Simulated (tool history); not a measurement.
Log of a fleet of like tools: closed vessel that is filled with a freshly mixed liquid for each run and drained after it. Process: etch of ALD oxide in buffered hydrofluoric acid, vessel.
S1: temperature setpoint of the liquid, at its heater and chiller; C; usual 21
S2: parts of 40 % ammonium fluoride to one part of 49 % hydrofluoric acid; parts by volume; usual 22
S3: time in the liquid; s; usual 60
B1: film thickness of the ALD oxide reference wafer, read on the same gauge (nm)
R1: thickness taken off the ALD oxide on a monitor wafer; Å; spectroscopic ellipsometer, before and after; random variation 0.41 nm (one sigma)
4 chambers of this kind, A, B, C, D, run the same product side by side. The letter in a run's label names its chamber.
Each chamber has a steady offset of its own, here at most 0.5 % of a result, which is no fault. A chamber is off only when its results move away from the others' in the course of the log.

run 1D day=0.121 | S1=21 S2=22 S3=60 | B1=110.01 | R1=504.95
run 2A day=0.325 | S1=21 S2=22 S3=60 | B1=109.97 | R1=490.86
run 3C day=0.508 | S1=21 S2=22 S3=60 | B1=110.02 | R1=494.74
run 4B day=0.671 | S1=21 S2=22 S3=60 | B1=110 | R1=492.97
run 5D day=0.792 | S1=21 S2=22 S3=60 | B1=110.02 | R1=501.55
run 6A day=1.004 | S1=21 S2=22 S3=60 | B1=109.97 | R1=491.56
run 7C day=1.162 | S1=21 S2=22 S3=60 | B1=110.02 | R1=484.48
run 8B day=1.3 | S1=21 S2=22 S3=60 | B1=110 | R1=495.96
run 9C day=1.504 | S1=21 S2=22 S3=60 | B1=109.98 | R1=492.78
run 10B day=1.612 | S1=21 S2=22 S3=60 | B1=110.04 | R1=486.93
run 11D day=1.758 | S1=21 S2=22 S3=60 | B1=110 | R1=494.22
run 12A day=1.95 | S1=21 S2=22 S3=60 | B1=109.98 | R1=492.76
run 13C day=2.142 | S1=21 S2=22 S3=60 | B1=110.03 | R1=489.94
run 14D day=2.267 | S1=21 S2=22 S3=60 | B1=110.02 | R1=500.01
-- day=2.392 chamber B: hydrofluoric acid flow meter replaced
run 15A day=2.417 | S1=21 S2=25 S3=60 | B1=109.99 | R1=452.5
run 16B day=2.633 | S1=21 S2=25 S3=60 | B1=110 | R1=452.63
run 17C day=2.846 | S1=21 S2=25 S3=60 | B1=110.01 | R1=441.97
run 18D day=3.033 | S1=21 S2=25 S3=60 | B1=110.04 | R1=455.05
run 19A day=3.158 | S1=21 S2=25 S3=60 | B1=110 | R1=452.62
run 20B day=3.258 | S1=21 S2=25 S3=60 | B1=110.01 | R1=448.94
run 21D day=3.404 | S1=21 S2=25 S3=60 | B1=109.98 | R1=458.75
run 22C day=3.512 | S1=21 S2=25 S3=60 | B1=110.02 | R1=444.15
run 23A day=3.692 | S1=21 S2=22 S3=60 | B1=110.01 | R1=500.03
run 24B day=3.867 | S1=21 S2=22 S3=60 | B1=109.98 | R1=494.2
run 25B day=3.975 | S1=21 S2=22 S3=60 | B1=110.02 | R1=499.62
run 26D day=4.088 | S1=21 S2=22 S3=60 | B1=110.03 | R1=498.97
run 27A day=4.238 | S1=21 S2=22 S3=60 | B1=110 | R1=499.91
run 28C day=4.433 | S1=21 S2=22 S3=60 | B1=109.98 | R1=470.52
run 29C day=4.583 | S1=21 S2=22 S3=60 | B1=110.02 | R1=483.85
run 30B day=4.7 | S1=21 S2=22 S3=60 | B1=110.04 | R1=497.82
-- day=4.833 chamber A: thermometer replaced
run 31D day=4.904 | S1=21 S2=22 S3=60 | B1=110.01 | R1=505.5
run 32A day=5.058 | S1=21 S2=22 S3=60 | B1=109.98 | R1=495.62
run 33D day=5.196 | S1=21 S2=22 S3=60 | B1=109.97 | R1=498.6
run 34C day=5.321 | S1=21 S2=22 S3=60 | B1=110.01 | R1=469.49
run 35A day=5.454 | S1=21 S2=22 S3=60 | B1=110.03 | R1=493.32
run 36B day=5.6 | S1=21 S2=22 S3=60 | B1=110 | R1=491.94
run 37A day=5.742 | S1=21 S2=22 S3=60 | B1=110 | R1=496.06
run 38B day=5.854 | S1=21 S2=22 S3=60 | B1=110.02 | R1=492.38
run 39D day=6.008 | S1=21 S2=22 S3=60 | B1=110.01 | R1=498.53

What goes on in this fleet: one chamber off, a drifting gauge, or nothing beyond the chambers' own small offsets? Name the chamber and the cause, if any.

Chamber C drifts away from the others.
Cause: liquid colder than its thermometer reads (K) = 0.887.
The log may not tell that from: hydrofluoric acid flow below the setpoint (%).

Here are 4 candidates for chamber C's next run, each the usual settings with a change, their results left as question marks. Which one brings its results back in line with what the others give on the usual settings?
In line means no further than this from the other chambers' mean on the usual settings: R1 14 Å
run 40C-1 day=6.167 | S1=21 S2=23.5 S3=60 | R1=?
run 40C-2 day=6.167 | S1=21 S2=21.5 S3=65 | R1=?
run 40C-3 day=6.167 | S1=22 S2=22 S3=60 | R1=?
run 40C-4 day=6.167 | S1=21 S2=25.5 S3=60 | R1=?

The other chambers' mean on the usual settings: R1 495.35 Å
run=40C-1 R1=448.77
run=40C-2 R1=517.1
run=40C-3 R1=496.83
run=40C-4 R1=424.03
40C-3 brings the chamber back in line.
